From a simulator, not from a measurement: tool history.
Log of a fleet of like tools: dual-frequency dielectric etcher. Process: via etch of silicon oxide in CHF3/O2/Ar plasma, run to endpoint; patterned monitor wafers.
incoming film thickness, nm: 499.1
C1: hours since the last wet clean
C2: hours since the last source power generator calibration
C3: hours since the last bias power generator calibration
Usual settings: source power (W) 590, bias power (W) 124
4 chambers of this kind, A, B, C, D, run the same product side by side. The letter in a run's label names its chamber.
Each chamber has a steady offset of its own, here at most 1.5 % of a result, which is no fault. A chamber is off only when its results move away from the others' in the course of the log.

Run 1D, hour 4.9: usual settings; C1 458.6; C2 19.4; C3 1236.2. Result: endpoint time (s) 290.08.
Run 2C, hour 10.5: usual settings; C1 295.6; C2 671.6; C3 514.9. Result: endpoint time (s) 288.03.
Run 3B, hour 14.6: usual settings; C1 441.9; C2 889.4; C3 3056.4. Result: endpoint time (s) 289.21.
Run 4A, hour 19.9: usual settings; C1 327.8; C2 2431.0; C3 960.7. Result: endpoint time (s) 291.84.
At hour 20.2: chamber D: wet clean of the chamber.
Run 5D, hour 28.6: usual settings but bias power (W) 133; C1 8.5; C2 43.1; C3 1259.9. Result: endpoint time (s) 282.36.
Run 6A, hour 37.1: usual settings but bias power (W) 133; C1 345.0; C2 2448.2; C3 977.9. Result: endpoint time (s) 285.46.
Run 7C, hour 43.9: usual settings but bias power (W) 133; C1 329.0; C2 705.0; C3 548.3. Result: endpoint time (s) 277.21.
Run 8B, hour 50.3: usual settings but bias power (W) 133; C1 477.6; C2 925.1; C3 3092.1. Result: endpoint time (s) 280.64.
Run 9A, hour 54.5: usual settings; C1 362.4; C2 2465.6; C3 995.3. Result: endpoint time (s) 291.02.
Run 10C, hour 61.8: usual settings; C1 346.9; C2 722.9; C3 566.2. Result: endpoint time (s) 283.85.
Run 11D, hour 66.5: usual settings; C1 46.4; C2 81.0; C3 1297.8. Result: endpoint time (s) 288.17.
Run 12B, hour 74.3: usual settings; C1 501.6; C2 949.1; C3 3116.1. Result: endpoint time (s) 291.43.
Run 13D, hour 80.9: usual settings; C1 60.8; C2 95.4; C3 1312.2. Result: endpoint time (s) 288.67.
Run 14C, hour 86.7: usual settings; C1 371.8; C2 747.8; C3 591.1. Result: endpoint time (s) 287.81.
Run 15A, hour 95.4: usual settings; C1 403.3; C2 2506.5; C3 1036.2. Result: endpoint time (s) 290.78.
Run 16B, hour 101.9: usual settings but bias power (W) 146; C1 529.2; C2 976.7; C3 3143.7. Result: endpoint time (s) 272.71.
Run 17D, hour 107.8: usual settings but bias power (W) 146; C1 87.7; C2 122.3; C3 1339.1. Result: endpoint time (s) 268.26.
At hour 113.2: chamber B: wet clean of the chamber.
Run 18B, hour 115.7: usual settings but bias power (W) 146; C1 2.6; C2 990.5; C3 3157.5. Result: endpoint time (s) 271.70.
Run 19A, hour 119.9: usual settings but bias power (W) 146; C1 427.8; C2 2531.0; C3 1060.7. Result: endpoint time (s) 273.67.
Run 20C, hour 128.8: usual settings; C1 413.9; C2 789.9; C3 633.2. Result: endpoint time (s) 287.28.
Run 21B, hour 134.7: usual settings; C1 21.6; C2 1009.5; C3 3176.5. Result: endpoint time (s) 288.76.
Run 22C, hour 140.8: usual settings; C1 425.9; C2 801.9; C3 645.2. Result: endpoint time (s) 286.46.
Run 23D, hour 146.2: usual settings; C1 126.1; C2 160.7; C3 1377.5. Result: endpoint time (s) 286.69.
Run 24A, hour 150.7: usual settings; C1 458.6; C2 2561.8; C3 1091.5. Result: endpoint time (s) 293.69.
Run 25D, hour 156.5: usual settings; C1 136.4; C2 171.0; C3 1387.8. Result: endpoint time (s) 283.60.
Run 26C, hour 163.6: usual settings; C1 448.7; C2 824.7; C3 668.0. Result: endpoint time (s) 285.45.
Run 27A, hour 167.6: usual settings; C1 475.5; C2 2578.7; C3 1108.4. Result: endpoint time (s) 290.98.
Run 28B, hour 173.4: usual settings; C1 60.3; C2 1048.2; C3 3215.2. Result: endpoint time (s) 290.51.
Run 29A, hour 179.9: usual settings; C1 487.8; C2 2591.0; C3 1120.7. Result: endpoint time (s) 290.68.

All 4 chambers run these settings next. Forecast each chamber's results:
Run 30A, hour 186.2: usual settings but source power (W) 690. Result: endpoint time (s) ?.
Run 30B, hour 186.2: usual settings but source power (W) 690. Result: endpoint time (s) ?.
Run 30C, hour 186.2: usual settings but source power (W) 690. Result: endpoint time (s) ?.
Run 30D, hour 186.2: usual settings but source power (W) 690. Result: endpoint time (s) ?.

run  endpoint time (s)
30A             274.92
30B             274.93
30C             269.67
30D             269.10

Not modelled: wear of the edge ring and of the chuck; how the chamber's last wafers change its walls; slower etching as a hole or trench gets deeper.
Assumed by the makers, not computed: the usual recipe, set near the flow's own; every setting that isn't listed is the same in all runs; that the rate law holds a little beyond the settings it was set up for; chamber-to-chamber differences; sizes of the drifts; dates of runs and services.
